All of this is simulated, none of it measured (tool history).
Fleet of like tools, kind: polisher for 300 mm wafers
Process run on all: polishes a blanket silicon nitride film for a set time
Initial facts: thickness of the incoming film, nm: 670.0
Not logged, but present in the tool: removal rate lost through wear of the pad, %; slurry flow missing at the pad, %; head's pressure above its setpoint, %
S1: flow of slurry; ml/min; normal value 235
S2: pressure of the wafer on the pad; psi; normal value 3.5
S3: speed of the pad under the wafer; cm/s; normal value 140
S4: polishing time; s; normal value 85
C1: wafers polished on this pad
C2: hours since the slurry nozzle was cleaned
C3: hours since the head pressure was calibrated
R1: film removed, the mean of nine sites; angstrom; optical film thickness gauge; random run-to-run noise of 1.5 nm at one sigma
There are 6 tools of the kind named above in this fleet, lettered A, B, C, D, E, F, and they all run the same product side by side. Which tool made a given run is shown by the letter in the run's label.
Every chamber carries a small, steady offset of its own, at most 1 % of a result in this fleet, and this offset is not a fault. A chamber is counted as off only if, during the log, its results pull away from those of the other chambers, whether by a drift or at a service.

run 1A hour=14.5 | S1=235 S2=3.5 S3=140 S4=85 | C1=813 C2=169.8 C3=124 | R1=2186.8
run 2F hour=23.8 | S1=235 S2=3.5 S3=140 S4=85 | C1=759 C2=245.4 C3=197.7 | R1=2138.5
-- hour=25 chamber A: worn pad replaced by a new one
-- hour=29.4 chamber F: worn pad replaced by a new one
run 3B hour=33.8 | S1=235 S2=3.5 S3=140 S4=85 | C1=658 C2=124.3 C3=53.6 | R1=2163.1
run 4D hour=42.3 | S1=235 S2=3.5 S3=140 S4=85 | C1=714 C2=86.1 C3=44.9 | R1=2171.9
-- hour=50.7 chamber E: worn pad replaced by a new one
run 5C hour=57.6 | S1=235 S2=3.5 S3=140 S4=85 | C1=658 C2=549.5 C3=399.5 | R1=2144.1
run 6E hour=66.3 | S1=235 S2=3.5 S3=140 S4=85 | C1=166 C2=66.4 C3=80.8 | R1=2145.1
run 7D hour=74.8 | S1=235 S2=3.5 S3=140 S4=85 | C1=1060 C2=118.6 C3=77.4 | R1=2122.5
-- hour=79.5 chamber D: worn pad replaced by a new one
run 8A hour=88 | S1=235 S2=3.5 S3=140 S4=85 | C1=670 C2=243.3 C3=197.5 | R1=2173.6
-- hour=91.8 chamber C: worn pad replaced by a new one
-- hour=93.1 chamber B: worn pad replaced by a new one
run 9B hour=98.5 | S1=235 S2=3.9 S3=140 S4=85 | C1=58 C2=189 C3=118.3 | R1=2381.7
-- hour=105.4 chamber A: worn pad replaced by a new one
-- hour=107.3 chamber F: worn pad replaced by a new one
run 10C hour=108.8 | S1=235 S2=3.9 S3=140 S4=85 | C1=181 C2=600.7 C3=450.7 | R1=2359.2
run 11E hour=122 | S1=235 S2=3.9 S3=140 S4=85 | C1=759 C2=122.1 C3=136.5 | R1=2421.3
-- hour=125.3 chamber A: slurry nozzle cleaned
-- hour=128.3 chamber C: slurry nozzle cleaned
run 12F hour=133.6 | S1=235 S2=3.9 S3=140 S4=85 | C1=280 C2=355.2 C3=307.5 | R1=2380.2
-- hour=141.6 chamber E: worn pad replaced by a new one
run 13C hour=144.5 | S1=235 S2=3.9 S3=140 S4=85 | C1=561 C2=16.2 C3=486.4 | R1=2395.4
run 14F hour=159 | S1=235 S2=3.9 S3=140 S4=85 | C1=550 C2=380.6 C3=332.9 | R1=2382.3
run 15A hour=170.4 | S1=235 S2=3.5 S3=140 S4=85 | C1=692 C2=45.1 C3=279.9 | R1=2186
-- hour=173.8 chamber B: slurry nozzle cleaned
-- hour=177.8 chamber D: worn pad replaced by a new one
-- hour=179.8 chamber C: worn pad replaced by a new one
run 16D hour=180.1 | S1=235 S2=3.5 S3=140 S4=85 | C1=24 C2=223.9 C3=182.7 | R1=2155.1
-- hour=185.9 chamber F: worn pad replaced by a new one
-- hour=187.8 chamber C: head pressure recalibrated
-- hour=191 chamber A: worn pad replaced by a new one
run 17E hour=194.2 | S1=235 S2=3.5 S3=140 S4=85 | C1=560 C2=194.3 C3=208.7 | R1=2149
run 18B hour=203.5 | S1=235 S2=2.7 S3=140 S4=85 | C1=1175 C2=29.7 C3=223.3 | R1=1658.1
-- hour=207.5 chamber B: worn pad replaced by a new one
run 19D hour=214.1 | S1=235 S2=2.7 S3=140 S4=85 | C1=386 C2=257.9 C3=216.7 | R1=1655.5
run 20C hour=230.4 | S1=235 S2=2.7 S3=140 S4=85 | C1=538 C2=102.1 C3=42.6 | R1=1648.3
-- hour=235.9 chamber E: worn pad replaced by a new one
run 21A hour=238 | S1=235 S2=2.7 S3=140 S4=85 | C1=500 C2=112.7 C3=347.5 | R1=1667.1
run 22E hour=248.8 | S1=235 S2=2.7 S3=140 S4=85 | C1=137 C2=248.9 C3=263.3 | R1=1675
run 23B hour=259.9 | S1=235 S2=2.7 S3=140 S4=85 | C1=557 C2=86.1 C3=279.7 | R1=1667.4
-- hour=265.9 chamber F: worn pad replaced by a new one
-- hour=267.2 chamber D: worn pad replaced by a new one
run 24F hour=271.7 | S1=235 S2=3.5 S3=140 S4=85 | C1=62 C2=493.3 C3=445.6 | R1=2158.9
-- hour=273.2 chamber A: worn pad replaced by a new one
-- hour=287.3 chamber C: worn pad replaced by a new one
run 25E hour=287.9 | S1=235 S2=4.4 S3=140 S4=85 | C1=553 C2=288 C3=302.4 | R1=2708
run 26C hour=301.5 | S1=235 S2=4.4 S3=140 S4=85 | C1=151 C2=173.2 C3=113.7 | R1=2708
run 27D hour=311.3 | S1=235 S2=4.4 S3=140 S4=85 | C1=469 C2=355.1 C3=313.9 | R1=2691.4
run 28B hour=325.4 | S1=235 S2=4.4 S3=140 S4=85 | C1=1254 C2=151.6 C3=345.2 | R1=2717.8
-- hour=326 chamber B: worn pad replaced by a new one
-- hour=329.4 chamber E: worn pad replaced by a new one
run 29F hour=341.3 | S1=235 S2=4.4 S3=140 S4=85 | C1=803 C2=562.9 C3=515.2 | R1=2692.4
run 30A hour=356.6 | S1=235 S2=4.4 S3=140 S4=85 | C1=887 C2=231.3 C3=466.1 | R1=2684.1
-- hour=358.5 chamber F: worn pad replaced by a new one
run 31B hour=365.2 | S1=235 S2=3.5 S3=140 S4=85 | C1=417 C2=191.4 C3=385 | R1=2164.5
-- hour=369.9 chamber A: worn pad replaced by a new one
run 32D hour=373.7 | S1=235 S2=3.5 S3=140 S4=85 | C1=1132 C2=417.5 C3=376.3 | R1=2143.1
-- hour=376.7 chamber C: worn pad replaced by a new one
-- hour=382.6 chamber A: slurry nozzle cleaned
run 33A hour=387.3 | S1=235 S2=3.5 S3=140 S4=85 | C1=185 C2=4.8 C3=496.8 | R1=2148.1
run 34E hour=402.5 | S1=235 S2=3.5 S3=140 S4=85 | C1=778 C2=402.6 C3=417 | R1=2163.1
-- hour=416.9 chamber E: worn pad replaced by a new one
run 35F hour=417.1 | S1=235 S2=3.5 S3=140 S4=85 | C1=623 C2=638.7 C3=591 | R1=2176.3
run 36C hour=424.8 | S1=235 S2=3.5 S3=140 S4=85 | C1=512 C2=296.5 C3=237 | R1=2140.4
run 37E hour=434.2 | S1=235 S2=3.5 S3=140 S4=64 | C1=184 C2=434.3 C3=448.7 | R1=1634.4

Has any chamber moved away from the others, gradually or after a service, or does the common gauge drift, or do the chambers differ only by their own small steady offsets? State the chamber and the most likely cause if one applies.

Neither any chamber nor the gauge drifts; the chambers differ only by their own small, steady offsets.
